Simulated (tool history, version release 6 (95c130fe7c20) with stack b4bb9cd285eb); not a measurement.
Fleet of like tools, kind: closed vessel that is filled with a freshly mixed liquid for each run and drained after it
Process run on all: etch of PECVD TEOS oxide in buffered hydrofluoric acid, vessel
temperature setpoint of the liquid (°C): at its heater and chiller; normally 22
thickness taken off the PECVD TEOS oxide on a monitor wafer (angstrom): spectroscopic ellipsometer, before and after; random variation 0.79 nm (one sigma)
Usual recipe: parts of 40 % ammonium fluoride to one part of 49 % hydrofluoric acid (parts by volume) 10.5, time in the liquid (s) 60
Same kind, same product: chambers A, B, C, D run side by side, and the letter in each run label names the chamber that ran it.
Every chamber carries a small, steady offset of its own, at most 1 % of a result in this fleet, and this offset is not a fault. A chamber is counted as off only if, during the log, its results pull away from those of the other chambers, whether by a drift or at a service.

run	hour	temperature setpoint of the liquid (°C)	parts of 40 % ammonium fluoride to one part of 49 % hydrofluoric acid (parts by volume)	time in the liquid (s)	read-back film thickness of the PECVD TEOS oxide reference wafer, read on the same gauge (nm)	thickness taken off the PECVD TEOS oxide on a monitor wafer (angstrom)
1B	14.7	22	10.5	60	60.013	801.27
2A	23.0	22	10.5	60	59.988	805.05
3D	30.5	22	10.5	60	60.001	800.28
4C	44.0	22	10.5	60	60.002	814.96
5A	60.1	22	10.5	60	59.990	815.09
6C	72.6	22	10.5	60	60.016	803.03
7B	84.2	22	10.5	60	60.012	798.59
8D	94.9	22	10.5	60	59.989	789.89
# hour 100.8: chamber B: thermometer replaced
9D	109.4	22	10.5	35	60.011	465.47
10C	119.0	22	10.5	35	60.002	476.87
11B	132.0	22	10.5	35	59.995	469.87
12A	145.7	22	10.5	35	59.984	465.31
13B	159.0	22	10.5	60	60.029	817.71
# hour 159.7: chamber A: thermometer replaced
14C	172.9	22	10.5	60	60.011	818.76
15D	186.9	22	10.5	60	59.997	785.99
16A	196.4	22	8.5	60	59.991	951.23
17B	208.5	22	8.5	60	59.986	978.75
18C	221.6	22	8.5	60	60.018	975.32
19D	237.2	22	8.5	60	60.016	950.16
20A	248.5	22	10.5	60	60.007	808.57
21A	262.3	22	10.5	60	59.980	808.28
22D	275.6	22	10.5	60	60.013	807.97
23C	285.6	22	13.0	60	59.990	666.88
24B	293.0	22	13.0	60	60.009	654.53
25B	302.9	22	13.0	60	60.040	655.52
26D	316.1	22	13.0	60	60.031	660.99
27C	328.4	22	10.5	40	59.999	539.30
28A	342.8	22	10.5	40	60.003	542.66
29B	354.8	22	10.5	40	60.002	535.75

Next, all 4 chambers run the settings below, one line each with question marks for the results. What does each chamber give?
30A	366.7	22	10.5	95		?
30B	366.7	22	10.5	95		?
30C	366.7	22	10.5	95		?
30D	366.7	22	10.5	95		?

run	thickness taken off the PECVD TEOS oxide on a monitor wafer (angstrom)
30A	1265.80
30B	1282.80
30C	1270.50
30D	1265.60

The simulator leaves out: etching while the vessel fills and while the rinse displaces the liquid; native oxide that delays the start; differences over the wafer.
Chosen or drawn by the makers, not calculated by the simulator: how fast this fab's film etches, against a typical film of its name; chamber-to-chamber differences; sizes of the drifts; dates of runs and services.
